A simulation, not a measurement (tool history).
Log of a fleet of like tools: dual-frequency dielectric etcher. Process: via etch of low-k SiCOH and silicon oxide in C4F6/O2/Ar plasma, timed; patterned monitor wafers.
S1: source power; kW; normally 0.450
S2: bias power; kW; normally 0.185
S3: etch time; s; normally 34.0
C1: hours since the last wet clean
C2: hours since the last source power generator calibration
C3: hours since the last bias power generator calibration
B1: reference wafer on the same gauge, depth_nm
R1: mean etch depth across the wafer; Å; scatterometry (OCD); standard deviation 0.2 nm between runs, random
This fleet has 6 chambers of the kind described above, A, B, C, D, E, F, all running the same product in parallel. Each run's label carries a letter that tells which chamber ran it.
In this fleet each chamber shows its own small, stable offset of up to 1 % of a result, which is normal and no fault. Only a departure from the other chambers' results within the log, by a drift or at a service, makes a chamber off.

Run 1B, hour 9.6: usual settings; C1 74.9; C2 546.5; C3 2174.7; B1 96.130. Result: R1 851.90 Å.
Run 2C, hour 19.4: usual settings; C1 239.8; C2 186.0; C3 3483.7; B1 96.075. Result: R1 858.50 Å.
Run 3E, hour 30.5: usual settings; C1 372.7; C2 1942.2; C3 555.3; B1 96.175. Result: R1 844.44 Å.
Run 4A, hour 42.2: usual settings; C1 299.7; C2 2030.6; C3 387.3; B1 96.106. Result: R1 848.99 Å.
Run 5F, hour 51.5: usual settings but S2 0.161 kW, S3 41.0 s; C1 251.2; C2 1484.9; C3 563.4; B1 96.089. Result: R1 980.97 Å.
Run 6D, hour 66.3: usual settings but S2 0.161 kW, S3 41.0 s; C1 73.1; C2 2380.2; C3 2182.2; B1 96.118. Result: R1 986.88 Å.
Run 7B, hour 79.1: usual settings but S2 0.161 kW, S3 41.0 s; C1 144.4; C2 616.0; C3 2244.2; B1 96.151. Result: R1 987.97 Å.
Run 8A, hour 89.8: usual settings but S2 0.161 kW, S3 41.0 s; C1 347.3; C2 2078.2; C3 434.9; B1 96.048. Result: R1 974.23 Å.
Run 9E, hour 103.1: usual settings but S2 0.161 kW, S3 41.0 s; C1 445.3; C2 2014.8; C3 627.9; B1 96.172. Result: R1 986.61 Å.
Run 10F, hour 112.9: usual settings but S2 0.161 kW, S3 41.0 s; C1 312.6; C2 1546.3; C3 624.8; B1 96.166. Result: R1 978.28 Å.
Run 11C, hour 122.3: usual settings; C1 342.7; C2 288.9; C3 3586.6; B1 96.124. Result: R1 855.77 Å.
Run 12D, hour 131.0: usual settings but S2 0.147 kW, S3 27.5 s; C1 137.8; C2 2444.9; C3 2246.9; B1 96.114. Result: R1 641.35 Å.
At hour 135.4: chamber C: wet clean of the chamber.
At hour 138.9: chamber E: wet clean of the chamber.
Run 13E, hour 139.0: usual settings but S2 0.147 kW, S3 27.5 s; C1 0.1; C2 2050.7; C3 663.8; B1 96.077. Result: R1 639.71 Å.
Run 14C, hour 149.2: usual settings but S2 0.147 kW, S3 27.5 s; C1 13.8; C2 315.8; C3 3613.5; B1 96.187. Result: R1 645.25 Å.
Run 15F, hour 156.0: usual settings but S2 0.147 kW, S3 27.5 s; C1 355.7; C2 1589.4; C3 667.9; B1 96.102. Result: R1 638.40 Å.
Run 16D, hour 165.2: usual settings but S2 0.147 kW, S3 27.5 s; C1 172.0; C2 2479.1; C3 2281.1; B1 96.093. Result: R1 641.66 Å.
At hour 166.8: chamber F: wet clean of the chamber.
Run 17A, hour 176.4: usual settings but S2 0.147 kW, S3 27.5 s; C1 433.9; C2 2164.8; C3 521.5; B1 96.076. Result: R1 634.66 Å.
Run 18B, hour 190.1: usual settings; C1 255.4; C2 727.0; C3 2355.2; B1 96.112. Result: R1 852.16 Å.
Run 19D, hour 203.7: usual settings but S1 0.540 kW, S3 40.5 s; C1 210.5; C2 2517.6; C3 2319.6; B1 96.070. Result: R1 1096.60 Å.
Run 20E, hour 216.9: usual settings but S1 0.540 kW, S3 40.5 s; C1 78.0; C2 2128.6; C3 741.7; B1 96.107. Result: R1 1087.50 Å.
Run 21A, hour 225.4: usual settings but S1 0.540 kW, S3 40.5 s; C1 482.9; C2 2213.8; C3 570.5; B1 96.131. Result: R1 1076.30 Å.
Run 22F, hour 238.4: usual settings but S1 0.540 kW, S3 40.5 s; C1 71.6; C2 1671.8; C3 750.3; B1 96.081. Result: R1 1060.70 Å.
Run 23B, hour 245.3: usual settings but S1 0.540 kW, S3 40.5 s; C1 310.6; C2 782.2; C3 2410.4; B1 96.086. Result: R1 1094.70 Å.
Run 24C, hour 254.5: usual settings but S1 0.540 kW, S3 40.5 s; C1 119.1; C2 421.1; C3 3718.8; B1 96.087. Result: R1 1092.30 Å.
Run 25E, hour 261.1: usual settings; C1 122.2; C2 2172.8; C3 785.9; B1 96.102. Result: R1 850.65 Å.
Run 26A, hour 270.0: usual settings; C1 527.5; C2 2258.4; C3 615.1; B1 96.064. Result: R1 844.59 Å.
Run 27F, hour 280.7: usual settings; C1 113.9; C2 1714.1; C3 792.6; B1 96.051. Result: R1 830.79 Å.
Run 28C, hour 292.0: usual settings but S1 0.410 kW, S2 0.221 kW; C1 156.6; C2 458.6; C3 3756.3; B1 96.084. Result: R1 875.07 Å.
Run 29D, hour 303.6: usual settings but S1 0.410 kW, S2 0.221 kW; C1 310.4; C2 2617.5; C3 2419.5; B1 96.159. Result: R1 869.17 Å.
Run 30B, hour 317.4: usual settings but S1 0.410 kW, S2 0.221 kW; C1 382.7; C2 854.3; C3 2482.5; B1 96.143. Result: R1 871.77 Å.
Run 31B, hour 325.2: usual settings but S1 0.410 kW, S2 0.221 kW; C1 390.5; C2 862.1; C3 2490.3; B1 96.108. Result: R1 870.55 Å.
At hour 329.7: chamber A: wet clean of the chamber.
Run 32C, hour 333.7: usual settings but S1 0.410 kW, S2 0.221 kW; C1 198.3; C2 500.3; C3 3798.0; B1 96.071. Result: R1 876.41 Å.
Run 33E, hour 342.8: usual settings but S1 0.410 kW, S2 0.221 kW; C1 203.9; C2 2254.5; C3 867.6; B1 96.167. Result: R1 870.41 Å.
Run 34A, hour 357.2: usual settings but S2 0.225 kW; C1 27.5; C2 2345.6; C3 702.3; B1 96.096. Result: R1 902.53 Å.
Run 35F, hour 370.6: usual settings but S2 0.225 kW; C1 203.8; C2 1804.0; C3 882.5; B1 96.097. Result: R1 885.66 Å.
Run 36D, hour 384.6: usual settings but S2 0.225 kW; C1 391.4; C2 2698.5; C3 2500.5; B1 96.118. Result: R1 912.40 Å.
At hour 395.3: chamber D: wet clean of the chamber.
Run 37D, hour 397.6: usual settings but S2 0.225 kW; C1 2.4; C2 2711.5; C3 2513.5; B1 96.107. Result: R1 906.80 Å.
Run 38F, hour 404.9: usual settings but S2 0.225 kW; C1 238.1; C2 1838.3; C3 916.8; B1 96.113. Result: R1 886.29 Å.
Run 39A, hour 414.1: usual settings but S2 0.225 kW; C1 84.4; C2 2402.5; C3 759.2; B1 96.112. Result: R1 897.79 Å.
Run 40E, hour 426.7: usual settings; C1 287.8; C2 2338.4; C3 951.5; B1 96.132. Result: R1 851.53 Å.
Run 41C, hour 438.9: usual settings; C1 303.5; C2 605.5; C3 3903.2; B1 96.141. Result: R1 860.35 Å.

Decide between three cases: one chamber stands off from its peers, the gauge reading all wafers drifts, or nothing is wrong past each chamber's small offset. Where a chamber is off, say which and what most likely put it there.

Chamber F came out of a service off from its peers and stayed that way.
Most likely cause: etch rate under this chamber's usual, % = 2.11.

Here are 4 candidates for chamber F's next run, each the usual settings with a change, their results left as question marks. Which one brings its results back in line with what the others give on the usual settings?
Maximum distance from the other chambers' mean on the usual settings for a result to count as in line: R1 7.10 Å
Run 42F-1, hour 449.4: usual settings but S2 0.160 kW. Result: R1 ?.
Run 42F-2, hour 449.4: usual settings but S2 0.199 kW. Result: R1 ?.
Run 42F-3, hour 449.4: usual settings but S2 0.171 kW. Result: R1 ?.
Run 42F-4, hour 449.4: usual settings but S1 0.500 kW. Result: R1 ?.

Mean of the other chambers on the usual settings: R1 851.56 Å
  run      R1
42F-1  794.58
42F-2  850.52
42F-3  810.94
42F-4  866.47
42F-2 puts the chamber back in line with the other chambers.

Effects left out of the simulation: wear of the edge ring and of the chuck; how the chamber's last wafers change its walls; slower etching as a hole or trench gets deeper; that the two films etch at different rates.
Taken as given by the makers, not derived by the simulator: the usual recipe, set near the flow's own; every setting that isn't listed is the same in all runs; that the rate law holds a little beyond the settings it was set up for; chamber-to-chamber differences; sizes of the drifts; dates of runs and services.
